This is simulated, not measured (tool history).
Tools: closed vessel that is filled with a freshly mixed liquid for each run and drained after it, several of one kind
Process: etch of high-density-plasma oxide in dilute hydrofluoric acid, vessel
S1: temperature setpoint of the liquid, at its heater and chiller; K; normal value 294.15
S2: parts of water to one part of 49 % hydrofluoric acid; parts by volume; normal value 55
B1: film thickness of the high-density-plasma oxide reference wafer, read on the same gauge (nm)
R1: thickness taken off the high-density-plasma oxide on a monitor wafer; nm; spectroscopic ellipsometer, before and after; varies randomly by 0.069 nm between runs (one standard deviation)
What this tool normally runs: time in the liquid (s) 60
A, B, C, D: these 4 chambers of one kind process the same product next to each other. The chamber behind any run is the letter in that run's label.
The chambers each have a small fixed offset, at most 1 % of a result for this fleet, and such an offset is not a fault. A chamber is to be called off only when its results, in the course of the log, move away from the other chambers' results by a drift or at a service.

run 1B hour=7.4 | S1=294.15 S2=55 time_in_the_liquid_(s)=60 | B1=100.02 | R1=11.364
run 2A hour=11.5 | S1=294.15 S2=55 time_in_the_liquid_(s)=60 | B1=100 | R1=11.187
run 3C hour=18.4 | S1=294.15 S2=55 time_in_the_liquid_(s)=60 | B1=99.994 | R1=11.295
run 4D hour=25 | S1=294.15 S2=55 time_in_the_liquid_(s)=60 | B1=99.995 | R1=11.153
run 5D hour=33.6 | S1=294.15 S2=55 time_in_the_liquid_(s)=60 | B1=99.974 | R1=11.195
run 6A hour=37.4 | S1=294.15 S2=55 time_in_the_liquid_(s)=60 | B1=100.02 | R1=11.117
run 7C hour=42.8 | S1=294.15 S2=55 time_in_the_liquid_(s)=60 | B1=100.01 | R1=11.54
-- hour=46.9 chamber A: hydrofluoric acid flow meter replaced
run 8B hour=48.2 | S1=294.15 S2=55 time_in_the_liquid_(s)=60 | B1=100 | R1=11.45
run 9B hour=52.7 | S1=294.15 S2=55 time_in_the_liquid_(s)=60 | B1=99.984 | R1=11.386
run 10A hour=58.8 | S1=294.15 S2=55 time_in_the_liquid_(s)=60 | B1=99.989 | R1=11.217
run 11D hour=63.4 | S1=294.15 S2=55 time_in_the_liquid_(s)=60 | B1=99.993 | R1=11.312
run 12C hour=68.4 | S1=294.15 S2=55 time_in_the_liquid_(s)=60 | B1=100.03 | R1=11.461
run 13D hour=76.1 | S1=294.15 S2=55 time_in_the_liquid_(s)=60 | B1=99.999 | R1=11.251
run 14C hour=83.2 | S1=294.15 S2=55 time_in_the_liquid_(s)=60 | B1=99.998 | R1=11.434
run 15A hour=89.7 | S1=294.15 S2=55 time_in_the_liquid_(s)=60 | B1=99.978 | R1=11.326
run 16B hour=95.5 | S1=294.15 S2=55 time_in_the_liquid_(s)=60 | B1=100.02 | R1=11.728
run 17C hour=104.1 | S1=294.15 S2=55 time_in_the_liquid_(s)=60 | B1=99.997 | R1=11.316
run 18B hour=108.7 | S1=294.15 S2=35 time_in_the_liquid_(s)=40 | B1=99.991 | R1=12.404
run 19A hour=113.6 | S1=294.15 S2=35 time_in_the_liquid_(s)=40 | B1=99.995 | R1=12.158
run 20D hour=119.7 | S1=294.15 S2=35 time_in_the_liquid_(s)=40 | B1=100 | R1=12.039
run 21C hour=123.5 | S1=294.15 S2=35 time_in_the_liquid_(s)=40 | B1=99.993 | R1=12.213
run 22D hour=129.8 | S1=294.15 S2=55 time_in_the_liquid_(s)=60 | B1=100.01 | R1=11.299
run 23A hour=134 | S1=294.15 S2=55 time_in_the_liquid_(s)=60 | B1=99.993 | R1=11.236
run 24B hour=141.7 | S1=294.15 S2=55 time_in_the_liquid_(s)=60 | B1=100.02 | R1=11.931
run 25B hour=146 | S1=294.15 S2=55 time_in_the_liquid_(s)=60 | B1=99.988 | R1=11.85
run 26A hour=154.3 | S1=291.15 S2=55 time_in_the_liquid_(s)=60 | B1=99.974 | R1=9.9768
run 27D hour=162.5 | S1=291.15 S2=55 time_in_the_liquid_(s)=60 | B1=99.993 | R1=9.8198
run 28C hour=166.5 | S1=291.15 S2=55 time_in_the_liquid_(s)=60 | B1=100.01 | R1=10.136
run 29B hour=171.6 | S1=291.15 S2=55 time_in_the_liquid_(s)=60 | B1=100.01 | R1=10.505
run 30D hour=176 | S1=294.15 S2=55 time_in_the_liquid_(s)=60 | B1=100.01 | R1=11.318
run 31C hour=183 | S1=294.15 S2=55 time_in_the_liquid_(s)=60 | B1=100.02 | R1=11.379
run 32A hour=189.9 | S1=294.15 S2=55 time_in_the_liquid_(s)=60 | B1=100.01 | R1=11.302
run 33A hour=194.6 | S1=294.15 S2=55 time_in_the_liquid_(s)=60 | B1=100.02 | R1=11.342
run 34D hour=200.5 | S1=294.15 S2=55 time_in_the_liquid_(s)=60 | B1=100 | R1=11.31
run 35C hour=204.8 | S1=294.15 S2=55 time_in_the_liquid_(s)=60 | B1=100.01 | R1=11.503
run 36B hour=209.3 | S1=294.15 S2=55 time_in_the_liquid_(s)=60 | B1=100.01 | R1=12.048
run 37A hour=217.2 | S1=294.15 S2=55 time_in_the_liquid_(s)=60 | B1=100.01 | R1=11.39
run 38D hour=225.3 | S1=294.15 S2=55 time_in_the_liquid_(s)=60 | B1=99.986 | R1=11.286

One chamber off, gauge drift, or nothing amiss beyond the chambers' own small offsets? If it is a chamber, which one, and what is the likeliest cause?

Chamber B drifts away from the others.
Likeliest cause: liquid hotter than its thermometer reads (K) = 1.95.
From this log alone, it may not be told apart from: hydrofluoric acid flow above the setpoint (%).

Chamber B could run next with any of the 4 candidate recipes listed below; each alters the usual settings, and their results appear as question marks. Which one brings its results back in line with what the other chambers deliver on the usual settings?
Allowed miss from the other chambers' usual-settings mean, per result, to count as in line: R1 0.24 nm
run 39B-1 hour=231.5 | S1=294.15 S2=55 time_in_the_liquid_(s)=65 | R1=?
run 39B-2 hour=231.5 | S1=293.15 S2=55 time_in_the_liquid_(s)=60 | R1=?
run 39B-3 hour=231.5 | S1=295.15 S2=55 time_in_the_liquid_(s)=60 | R1=?
run 39B-4 hour=231.5 | S1=294.15 S2=55 time_in_the_liquid_(s)=55 | R1=?

Average result of the remaining chambers running the usual settings: R1 11.318 nm
run=39B-1 R1=13.247
run=39B-2 R1=11.736
run=39B-3 R1=12.742
run=39B-4 R1=11.209
It is 39B-4 that realigns the chamber with its peers.

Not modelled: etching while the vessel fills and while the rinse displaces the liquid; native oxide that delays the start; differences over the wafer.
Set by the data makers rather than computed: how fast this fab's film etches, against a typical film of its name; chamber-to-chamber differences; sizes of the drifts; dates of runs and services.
